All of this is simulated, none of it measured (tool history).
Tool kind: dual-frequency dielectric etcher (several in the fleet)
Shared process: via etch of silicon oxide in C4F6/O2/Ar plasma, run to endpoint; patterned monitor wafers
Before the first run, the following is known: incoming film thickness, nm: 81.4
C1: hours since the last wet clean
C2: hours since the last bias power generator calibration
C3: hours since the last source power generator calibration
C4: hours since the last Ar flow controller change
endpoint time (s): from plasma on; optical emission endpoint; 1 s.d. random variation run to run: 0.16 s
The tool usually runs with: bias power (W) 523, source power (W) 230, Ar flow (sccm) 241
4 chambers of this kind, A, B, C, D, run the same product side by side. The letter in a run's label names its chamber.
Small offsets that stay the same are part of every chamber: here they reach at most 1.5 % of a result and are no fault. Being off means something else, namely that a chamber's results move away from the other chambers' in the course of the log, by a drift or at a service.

{"run": "1A", "hour": 12.4, "bias power (W)": 523, "source power (W)": 230, "Ar flow (sccm)": 241, "C1": 132.3, "C2": 1470.4, "C3": 780.4, "C4": 1186.9, "endpoint time (s)": 21.086}
{"run": "2D", "hour": 24.9, "bias power (W)": 523, "source power (W)": 230, "Ar flow (sccm)": 241, "C1": 261.3, "C2": 2643.7, "C3": 2799, "C4": 1447.8, "endpoint time (s)": 20.992}
{"run": "3C", "hour": 38.6, "bias power (W)": 523, "source power (W)": 230, "Ar flow (sccm)": 241, "C1": 74.4, "C2": 1202.8, "C3": 1309.8, "C4": 2442.5, "endpoint time (s)": 20.936}
{"run": "4B", "hour": 48.2, "bias power (W)": 523, "source power (W)": 230, "Ar flow (sccm)": 241, "C1": 177.6, "C2": 1686.7, "C3": 3470.9, "C4": 2632.4, "endpoint time (s)": 21.478}
{"run": "5B", "hour": 61.1, "bias power (W)": 407, "source power (W)": 230, "Ar flow (sccm)": 210, "C1": 190.5, "C2": 1699.6, "C3": 3483.8, "C4": 2645.3, "endpoint time (s)": 23.034}
{"run": "6C", "hour": 70.4, "bias power (W)": 407, "source power (W)": 230, "Ar flow (sccm)": 210, "C1": 106.2, "C2": 1234.6, "C3": 1341.6, "C4": 2474.3, "endpoint time (s)": 22.704}
{"run": "7A", "hour": 82.3, "bias power (W)": 407, "source power (W)": 230, "Ar flow (sccm)": 210, "C1": 202.2, "C2": 1540.3, "C3": 850.3, "C4": 1256.8, "endpoint time (s)": 22.731}
{"run": "8D", "hour": 91.4, "bias power (W)": 407, "source power (W)": 230, "Ar flow (sccm)": 210, "C1": 327.8, "C2": 2710.2, "C3": 2865.5, "C4": 1514.3, "endpoint time (s)": 22.521}
{"run": "9A", "hour": 100.1, "bias power (W)": 523, "source power (W)": 230, "Ar flow (sccm)": 241, "C1": 220, "C2": 1558.1, "C3": 868.1, "C4": 1274.6, "endpoint time (s)": 21.29}
{"run": "10B", "hour": 106.6, "bias power (W)": 523, "source power (W)": 270, "Ar flow (sccm)": 241, "C1": 236, "C2": 1745.1, "C3": 3529.3, "C4": 2690.8, "endpoint time (s)": 19.935}
{"run": "11C", "hour": 117.5, "bias power (W)": 523, "source power (W)": 270, "Ar flow (sccm)": 241, "C1": 153.3, "C2": 1281.7, "C3": 1388.7, "C4": 2521.4, "endpoint time (s)": 19.525}
{"run": "12D", "hour": 130.2, "bias power (W)": 523, "source power (W)": 270, "Ar flow (sccm)": 241, "C1": 366.6, "C2": 2749, "C3": 2904.3, "C4": 1553.1, "endpoint time (s)": 19.685}
{"run": "13D", "hour": 140.7, "bias power (W)": 523, "source power (W)": 270, "Ar flow (sccm)": 241, "C1": 377.1, "C2": 2759.5, "C3": 2914.8, "C4": 1563.6, "endpoint time (s)": 19.908}
{"run": "14B", "hour": 148.9, "bias power (W)": 523, "source power (W)": 230, "Ar flow (sccm)": 241, "C1": 278.3, "C2": 1787.4, "C3": 3571.6, "C4": 2733.1, "endpoint time (s)": 21.284}
{"run": "15C", "hour": 157.5, "bias power (W)": 523, "source power (W)": 230, "Ar flow (sccm)": 241, "C1": 193.3, "C2": 1321.7, "C3": 1428.7, "C4": 2561.4, "endpoint time (s)": 20.955}
{"run": "16A", "hour": 167.3, "bias power (W)": 523, "source power (W)": 230, "Ar flow (sccm)": 241, "C1": 287.2, "C2": 1625.3, "C3": 935.3, "C4": 1341.8, "endpoint time (s)": 21.112}
{"run": "17A", "hour": 176.0, "bias power (W)": 523, "source power (W)": 230, "Ar flow (sccm)": 241, "C1": 295.9, "C2": 1634, "C3": 944, "C4": 1350.5, "endpoint time (s)": 21.207}
{"hour": 181.9, "done": "chamber B: Ar flow controller replaced"}
{"run": "18D", "hour": 186.5, "bias power (W)": 452, "source power (W)": 230, "Ar flow (sccm)": 194, "C1": 422.9, "C2": 2805.3, "C3": 2960.6, "C4": 1609.4, "endpoint time (s)": 21.739}
{"hour": 193.0, "done": "chamber A: wet clean of the chamber"}
{"run": "19B", "hour": 200.1, "bias power (W)": 452, "source power (W)": 230, "Ar flow (sccm)": 194, "C1": 329.5, "C2": 1838.6, "C3": 3622.8, "C4": 18.2, "endpoint time (s)": 22.094}
{"run": "20C", "hour": 211.0, "bias power (W)": 452, "source power (W)": 230, "Ar flow (sccm)": 194, "C1": 246.8, "C2": 1375.2, "C3": 1482.2, "C4": 2614.9, "endpoint time (s)": 21.725}
{"hour": 211.8, "done": "chamber D: wet clean of the chamber"}
{"run": "21C", "hour": 224.4, "bias power (W)": 452, "source power (W)": 230, "Ar flow (sccm)": 194, "C1": 260.2, "C2": 1388.6, "C3": 1495.6, "C4": 2628.3, "endpoint time (s)": 21.872}
{"run": "22A", "hour": 232.8, "bias power (W)": 523, "source power (W)": 230, "Ar flow (sccm)": 241, "C1": 39.8, "C2": 1690.8, "C3": 1000.8, "C4": 1407.3, "endpoint time (s)": 21.168}
{"run": "23D", "hour": 243.0, "bias power (W)": 523, "source power (W)": 230, "Ar flow (sccm)": 241, "C1": 31.2, "C2": 2861.8, "C3": 3017.1, "C4": 1665.9, "endpoint time (s)": 19.754}
{"run": "24B", "hour": 253.0, "bias power (W)": 523, "source power (W)": 230, "Ar flow (sccm)": 241, "C1": 382.4, "C2": 1891.5, "C3": 3675.7, "C4": 71.1, "endpoint time (s)": 21.064}
{"run": "25D", "hour": 260.0, "bias power (W)": 523, "source power (W)": 230, "Ar flow (sccm)": 241, "C1": 48.2, "C2": 2878.8, "C3": 3034.1, "C4": 1682.9, "endpoint time (s)": 20.08}
{"run": "26C", "hour": 274.2, "bias power (W)": 523, "source power (W)": 230, "Ar flow (sccm)": 241, "C1": 310, "C2": 1438.4, "C3": 1545.4, "C4": 2678.1, "endpoint time (s)": 20.935}
{"run": "27B", "hour": 283.3, "bias power (W)": 523, "source power (W)": 230, "Ar flow (sccm)": 241, "C1": 412.7, "C2": 1921.8, "C3": 3706, "C4": 101.4, "endpoint time (s)": 21.578}
{"run": "28A", "hour": 290.2, "bias power (W)": 523, "source power (W)": 230, "Ar flow (sccm)": 241, "C1": 97.2, "C2": 1748.2, "C3": 1058.2, "C4": 1464.7, "endpoint time (s)": 20.734}
{"run": "29D", "hour": 301.2, "bias power (W)": 523, "source power (W)": 230, "Ar flow (sccm)": 241, "C1": 89.4, "C2": 2920, "C3": 3075.3, "C4": 1724.1, "endpoint time (s)": 19.872}
{"run": "30B", "hour": 308.7, "bias power (W)": 523, "source power (W)": 230, "Ar flow (sccm)": 241, "C1": 438.1, "C2": 1947.2, "C3": 3731.4, "C4": 126.8, "endpoint time (s)": 21.57}
{"run": "31A", "hour": 315.7, "bias power (W)": 523, "source power (W)": 230, "Ar flow (sccm)": 241, "C1": 122.7, "C2": 1773.7, "C3": 1083.7, "C4": 1490.2, "endpoint time (s)": 20.945}
{"run": "32C", "hour": 329.1, "bias power (W)": 523, "source power (W)": 230, "Ar flow (sccm)": 241, "C1": 364.9, "C2": 1493.3, "C3": 1600.3, "C4": 2733, "endpoint time (s)": 21.247}
{"run": "33A", "hour": 335.6, "bias power (W)": 523, "source power (W)": 230, "Ar flow (sccm)": 241, "C1": 142.6, "C2": 1793.6, "C3": 1103.6, "C4": 1510.1, "endpoint time (s)": 20.993}
{"run": "34C", "hour": 344.0, "bias power (W)": 523, "source power (W)": 230, "Ar flow (sccm)": 241, "C1": 379.8, "C2": 1508.2, "C3": 1615.2, "C4": 2747.9, "endpoint time (s)": 20.853}
{"run": "35B", "hour": 352.2, "bias power (W)": 523, "source power (W)": 230, "Ar flow (sccm)": 241, "C1": 481.6, "C2": 1990.7, "C3": 3774.9, "C4": 170.3, "endpoint time (s)": 21.57}
{"hour": 359.1, "done": "chamber C: wet clean of the chamber"}
{"run": "36D", "hour": 365.3, "bias power (W)": 523, "source power (W)": 230, "Ar flow (sccm)": 241, "C1": 153.5, "C2": 2984.1, "C3": 3139.4, "C4": 1788.2, "endpoint time (s)": 19.878}
{"hour": 372.3, "done": "chamber C: Ar flow controller replaced"}
{"run": "37A", "hour": 374.6, "bias power (W)": 523, "source power (W)": 230, "Ar flow (sccm)": 241, "C1": 181.6, "C2": 1832.6, "C3": 1142.6, "C4": 1549.1, "endpoint time (s)": 21.331}
{"run": "38C", "hour": 388.4, "bias power (W)": 523, "source power (W)": 230, "Ar flow (sccm)": 241, "C1": 29.3, "C2": 1552.6, "C3": 1659.6, "C4": 16.2, "endpoint time (s)": 21.059}
{"run": "39D", "hour": 397.5, "bias power (W)": 523, "source power (W)": 230, "Ar flow (sccm)": 241, "C1": 185.7, "C2": 3016.3, "C3": 3171.6, "C4": 1820.4, "endpoint time (s)": 19.902}

Decide between three cases: one chamber stands off from its peers, the gauge reading all wafers drifts, or nothing is wrong past each chamber's small offset. Where a chamber is off, say which and what most likely put it there.

Chamber D came out of a service off from its peers and stayed that way.
Cause: etch rate over this chamber's usual, % = 4.68.

Which of the 4 candidates below, each the usual settings with something changed and its results left as question marks, puts chamber D back in line with what the other chambers give on the usual settings?
Allowed miss from the other chambers' usual-settings mean, per result, to count as in line: endpoint time (s) 0.56
{"run": "40D-1", "hour": 407.8, "bias power (W)": 594, "source power (W)": 260, "Ar flow (sccm)": 232, "endpoint time (s)": "?"}
{"run": "40D-2", "hour": 407.8, "bias power (W)": 601, "source power (W)": 230, "Ar flow (sccm)": 241, "endpoint time (s)": "?"}
{"run": "40D-3", "hour": 407.8, "bias power (W)": 484, "source power (W)": 210, "Ar flow (sccm)": 246, "endpoint time (s)": "?"}
{"run": "40D-4", "hour": 407.8, "bias power (W)": 523, "source power (W)": 170, "Ar flow (sccm)": 257, "endpoint time (s)": "?"}

On the usual settings, the other chambers give on average: endpoint time (s) 21.147
run=40D-1 endpoint_time_(s)=18.151
run=40D-2 endpoint_time_(s)=18.965
run=40D-3 endpoint_time_(s)=21.393
run=40D-4 endpoint_time_(s)=22.51
40D-3 puts the chamber back in line with the other chambers.

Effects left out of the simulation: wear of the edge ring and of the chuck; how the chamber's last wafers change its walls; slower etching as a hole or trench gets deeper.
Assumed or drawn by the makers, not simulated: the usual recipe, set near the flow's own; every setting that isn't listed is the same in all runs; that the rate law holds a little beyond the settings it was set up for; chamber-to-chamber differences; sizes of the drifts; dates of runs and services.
